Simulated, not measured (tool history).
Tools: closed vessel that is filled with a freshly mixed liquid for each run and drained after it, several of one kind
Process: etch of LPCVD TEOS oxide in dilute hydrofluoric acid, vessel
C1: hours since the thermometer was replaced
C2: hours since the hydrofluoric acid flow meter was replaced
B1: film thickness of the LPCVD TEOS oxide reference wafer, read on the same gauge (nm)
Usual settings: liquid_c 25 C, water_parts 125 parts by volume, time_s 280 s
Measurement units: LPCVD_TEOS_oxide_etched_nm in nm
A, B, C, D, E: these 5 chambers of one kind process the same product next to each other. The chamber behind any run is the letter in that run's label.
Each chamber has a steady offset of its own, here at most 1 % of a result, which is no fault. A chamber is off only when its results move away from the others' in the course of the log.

{"run": "1C", "hour": 7.8, "liquid_c": 25, "water_parts": 125, "time_s": 280, "C1": 792.4, "C2": 1130.8, "B1": 150.01, "LPCVD_TEOS_oxide_etched_nm": 44.31}
{"run": "2B", "hour": 16.9, "liquid_c": 25, "water_parts": 125, "time_s": 280, "C1": 402, "C2": 114.1, "B1": 150.04, "LPCVD_TEOS_oxide_etched_nm": 44.272}
{"run": "3D", "hour": 21.7, "liquid_c": 25, "water_parts": 125, "time_s": 280, "C1": 1157.8, "C2": 434.6, "B1": 149.99, "LPCVD_TEOS_oxide_etched_nm": 43.85}
{"run": "4E", "hour": 28.0, "liquid_c": 25, "water_parts": 125, "time_s": 280, "C1": 691.4, "C2": 267.8, "B1": 150.02, "LPCVD_TEOS_oxide_etched_nm": 43.822}
{"run": "5A", "hour": 35.6, "liquid_c": 25, "water_parts": 125, "time_s": 280, "C1": 244.6, "C2": 706.9, "B1": 149.99, "LPCVD_TEOS_oxide_etched_nm": 44.052}
{"run": "6E", "hour": 44.5, "liquid_c": 25, "water_parts": 105, "time_s": 220, "C1": 707.9, "C2": 284.3, "B1": 150.03, "LPCVD_TEOS_oxide_etched_nm": 41.994}
{"run": "7D", "hour": 48.9, "liquid_c": 25, "water_parts": 105, "time_s": 220, "C1": 1185, "C2": 461.8, "B1": 149.99, "LPCVD_TEOS_oxide_etched_nm": 42.25}
{"run": "8B", "hour": 55.1, "liquid_c": 25, "water_parts": 105, "time_s": 220, "C1": 440.2, "C2": 152.3, "B1": 149.98, "LPCVD_TEOS_oxide_etched_nm": 42.63}
{"run": "9A", "hour": 62.0, "liquid_c": 25, "water_parts": 105, "time_s": 220, "C1": 271, "C2": 733.3, "B1": 150, "LPCVD_TEOS_oxide_etched_nm": 42.672}
{"run": "10C", "hour": 68.2, "liquid_c": 25, "water_parts": 105, "time_s": 220, "C1": 852.8, "C2": 1191.2, "B1": 149.99, "LPCVD_TEOS_oxide_etched_nm": 41.961}
{"run": "11A", "hour": 72.6, "liquid_c": 25, "water_parts": 125, "time_s": 280, "C1": 281.6, "C2": 743.9, "B1": 150, "LPCVD_TEOS_oxide_etched_nm": 43.96}
{"run": "12D", "hour": 81.3, "liquid_c": 25, "water_parts": 125, "time_s": 280, "C1": 1217.4, "C2": 494.2, "B1": 149.98, "LPCVD_TEOS_oxide_etched_nm": 43.834}
{"run": "13B", "hour": 89.7, "liquid_c": 29.5, "water_parts": 125, "time_s": 280, "C1": 474.8, "C2": 186.9, "B1": 150.01, "LPCVD_TEOS_oxide_etched_nm": 52.976}
{"run": "14C", "hour": 95.0, "liquid_c": 29.5, "water_parts": 125, "time_s": 280, "C1": 879.6, "C2": 1218, "B1": 150.03, "LPCVD_TEOS_oxide_etched_nm": 51.758}
{"run": "15E", "hour": 101.2, "liquid_c": 29.5, "water_parts": 125, "time_s": 280, "C1": 764.6, "C2": 341, "B1": 150, "LPCVD_TEOS_oxide_etched_nm": 52.863}
{"run": "16C", "hour": 106.1, "liquid_c": 29.5, "water_parts": 125, "time_s": 280, "C1": 890.7, "C2": 1229.1, "B1": 149.99, "LPCVD_TEOS_oxide_etched_nm": 51.544}
{"run": "17B", "hour": 112.7, "liquid_c": 29.5, "water_parts": 125, "time_s": 280, "C1": 497.8, "C2": 209.9, "B1": 150.01, "LPCVD_TEOS_oxide_etched_nm": 52.602}
{"run": "18A", "hour": 117.8, "liquid_c": 25, "water_parts": 125, "time_s": 280, "C1": 326.8, "C2": 789.1, "B1": 150.01, "LPCVD_TEOS_oxide_etched_nm": 43.935}
{"run": "19E", "hour": 123.8, "liquid_c": 25, "water_parts": 125, "time_s": 280, "C1": 787.2, "C2": 363.6, "B1": 149.99, "LPCVD_TEOS_oxide_etched_nm": 44.942}
{"run": "20D", "hour": 130.6, "liquid_c": 25, "water_parts": 125, "time_s": 280, "C1": 1266.7, "C2": 543.5, "B1": 149.97, "LPCVD_TEOS_oxide_etched_nm": 43.593}
{"run": "21E", "hour": 139.0, "liquid_c": 25, "water_parts": 125, "time_s": 280, "C1": 802.4, "C2": 378.8, "B1": 150.01, "LPCVD_TEOS_oxide_etched_nm": 45.479}
{"run": "22B", "hour": 144.2, "liquid_c": 25, "water_parts": 125, "time_s": 280, "C1": 529.3, "C2": 241.4, "B1": 150.03, "LPCVD_TEOS_oxide_etched_nm": 44.363}
{"run": "23C", "hour": 150.5, "liquid_c": 25, "water_parts": 125, "time_s": 280, "C1": 935.1, "C2": 1273.5, "B1": 150.01, "LPCVD_TEOS_oxide_etched_nm": 43.951}
{"run": "24D", "hour": 158.0, "liquid_c": 25, "water_parts": 125, "time_s": 280, "C1": 1294.1, "C2": 570.9, "B1": 150.02, "LPCVD_TEOS_oxide_etched_nm": 43.665}
{"run": "25A", "hour": 163.8, "liquid_c": 25, "water_parts": 125, "time_s": 280, "C1": 372.8, "C2": 835.1, "B1": 150.01, "LPCVD_TEOS_oxide_etched_nm": 44.413}
{"run": "26E", "hour": 168.1, "liquid_c": 25, "water_parts": 125, "time_s": 280, "C1": 831.5, "C2": 407.9, "B1": 150.01, "LPCVD_TEOS_oxide_etched_nm": 45.834}
{"run": "27C", "hour": 174.7, "liquid_c": 25, "water_parts": 125, "time_s": 445, "C1": 959.3, "C2": 1297.7, "B1": 150.03, "LPCVD_TEOS_oxide_etched_nm": 69.28}
{"run": "28B", "hour": 180.6, "liquid_c": 25, "water_parts": 125, "time_s": 445, "C1": 565.7, "C2": 277.8, "B1": 150.01, "LPCVD_TEOS_oxide_etched_nm": 71.054}
{"run": "29D", "hour": 187.5, "liquid_c": 25, "water_parts": 125, "time_s": 445, "C1": 1323.6, "C2": 600.4, "B1": 149.99, "LPCVD_TEOS_oxide_etched_nm": 69.8}
{"run": "30A", "hour": 195.9, "liquid_c": 25, "water_parts": 125, "time_s": 445, "C1": 404.9, "C2": 867.2, "B1": 149.97, "LPCVD_TEOS_oxide_etched_nm": 70.128}
{"hour": 200.2, "done": "chamber C: thermometer replaced"}
{"run": "31C", "hour": 204.0, "liquid_c": 25, "water_parts": 125, "time_s": 445, "C1": 3.8, "C2": 1327, "B1": 150.02, "LPCVD_TEOS_oxide_etched_nm": 68.82}
{"run": "32E", "hour": 211.1, "liquid_c": 25, "water_parts": 125, "time_s": 280, "C1": 874.5, "C2": 450.9, "B1": 149.99, "LPCVD_TEOS_oxide_etched_nm": 46.609}
{"run": "33A", "hour": 217.3, "liquid_c": 25, "water_parts": 125, "time_s": 280, "C1": 426.3, "C2": 888.6, "B1": 150.02, "LPCVD_TEOS_oxide_etched_nm": 44.66}

Next, all 5 chambers run the settings below, one line each with question marks for the results. What does each chamber give?
{"run": "34A", "hour": 224.0, "liquid_c": 25, "water_parts": 170, "time_s": 280, "LPCVD_TEOS_oxide_etched_nm": "?"}
{"run": "34B", "hour": 224.0, "liquid_c": 25, "water_parts": 170, "time_s": 280, "LPCVD_TEOS_oxide_etched_nm": "?"}
{"run": "34C", "hour": 224.0, "liquid_c": 25, "water_parts": 170, "time_s": 280, "LPCVD_TEOS_oxide_etched_nm": "?"}
{"run": "34D", "hour": 224.0, "liquid_c": 25, "water_parts": 170, "time_s": 280, "LPCVD_TEOS_oxide_etched_nm": "?"}
{"run": "34E", "hour": 224.0, "liquid_c": 25, "water_parts": 170, "time_s": 280, "LPCVD_TEOS_oxide_etched_nm": "?"}

run=34A LPCVD_TEOS_oxide_etched_nm=30.878
run=34B LPCVD_TEOS_oxide_etched_nm=31.107
run=34C LPCVD_TEOS_oxide_etched_nm=30.743
run=34D LPCVD_TEOS_oxide_etched_nm=30.531
run=34E LPCVD_TEOS_oxide_etched_nm=32.75
